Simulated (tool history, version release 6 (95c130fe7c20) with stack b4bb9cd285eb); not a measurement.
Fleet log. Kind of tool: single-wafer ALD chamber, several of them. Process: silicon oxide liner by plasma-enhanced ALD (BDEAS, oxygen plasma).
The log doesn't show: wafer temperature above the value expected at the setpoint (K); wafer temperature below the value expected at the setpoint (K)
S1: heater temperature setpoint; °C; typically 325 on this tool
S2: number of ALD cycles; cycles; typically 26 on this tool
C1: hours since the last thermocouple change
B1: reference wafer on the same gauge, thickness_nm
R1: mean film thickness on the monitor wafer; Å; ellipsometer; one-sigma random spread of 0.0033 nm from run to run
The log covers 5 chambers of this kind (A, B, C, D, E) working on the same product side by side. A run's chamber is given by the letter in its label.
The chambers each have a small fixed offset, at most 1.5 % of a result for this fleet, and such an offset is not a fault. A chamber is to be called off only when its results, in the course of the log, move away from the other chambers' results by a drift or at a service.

run,day,S1,S2,C1,B1,R1
1D,0.488,325,26,758.8,2.1597,23.167
2A,1.004,325,26,584.8,2.16,23.293
3B,1.488,325,26,757.9,2.1585,23.411
4C,1.975,325,26,824.9,2.1584,23.079
5E,2.25,325,26,2286.2,2.1583,23.443
6B,2.579,325,26,784.1,2.158,23.335
7C,2.879,315,26,846.6,2.1574,23.345
8A,3.117,315,26,635.5,2.1573,23.618
9D,3.375,315,26,828.1,2.1567,23.515
10E,3.846,315,26,2324.5,2.1557,23.766
11E,4.288,315,26,2335.1,2.1558,23.682
12A,4.629,325,26,671.8,2.1561,23.227
13C,5.112,325,26,900.2,2.1546,23.063
14D,5.429,325,26,877.4,2.1552,23.114
15B,5.725,325,26,859.6,2.155,23.326
16C,6.179,325,26,925.8,2.1545,22.993
17B,6.417,325,26,876.2,2.1545,23.383
18A,6.867,310,31,725.5,2.1541,28.329
19E,7.225,310,31,2405.6,2.1534,28.427
20D,7.504,310,31,927.2,2.1535,28.168
21A,7.938,310,31,751.2,2.1525,28.274
22B,8.217,310,31,919.4,2.152,28.354
23C,8.596,325,26,983.8,2.1523,22.969
24E,8.983,325,26,2447.8,2.1526,23.388
25D,9.333,325,26,971.1,2.1526,23.063
26E,9.692,325,26,2464.8,2.1515,23.294
27C,10.083,325,26,1019.5,2.1502,22.918
28B,10.433,325,26,972.6,2.1507,23.311
29D,10.671,325,26,1003.2,2.1507,23.08
30A,10.904,325,26,822.4,2.1499,23.197
31D,11.371,316,26,1020,2.1499,23.425
32A,11.871,316,26,845.6,2.1494,23.507
33E,12.288,316,26,2527.1,2.1488,23.646
34C,12.746,316,26,1083.4,2.1483,23.251
35B,13.067,316,26,1035.8,2.1481,23.608
36C,13.35,325,26,1097.9,2.148,22.867
37D,13.754,325,26,1077.2,2.1475,23.061

Does one chamber stand apart from the rest, does the shared gauge drift, or is all well apart from small per-chamber offsets? Give the chamber and the most likely cause, where there is one.

No chamber is off; the gauge reading every chamber's wafers drifts, which makes the whole fleet appear to move together.
Most likely cause: gauge reads low (%) = 0.586.
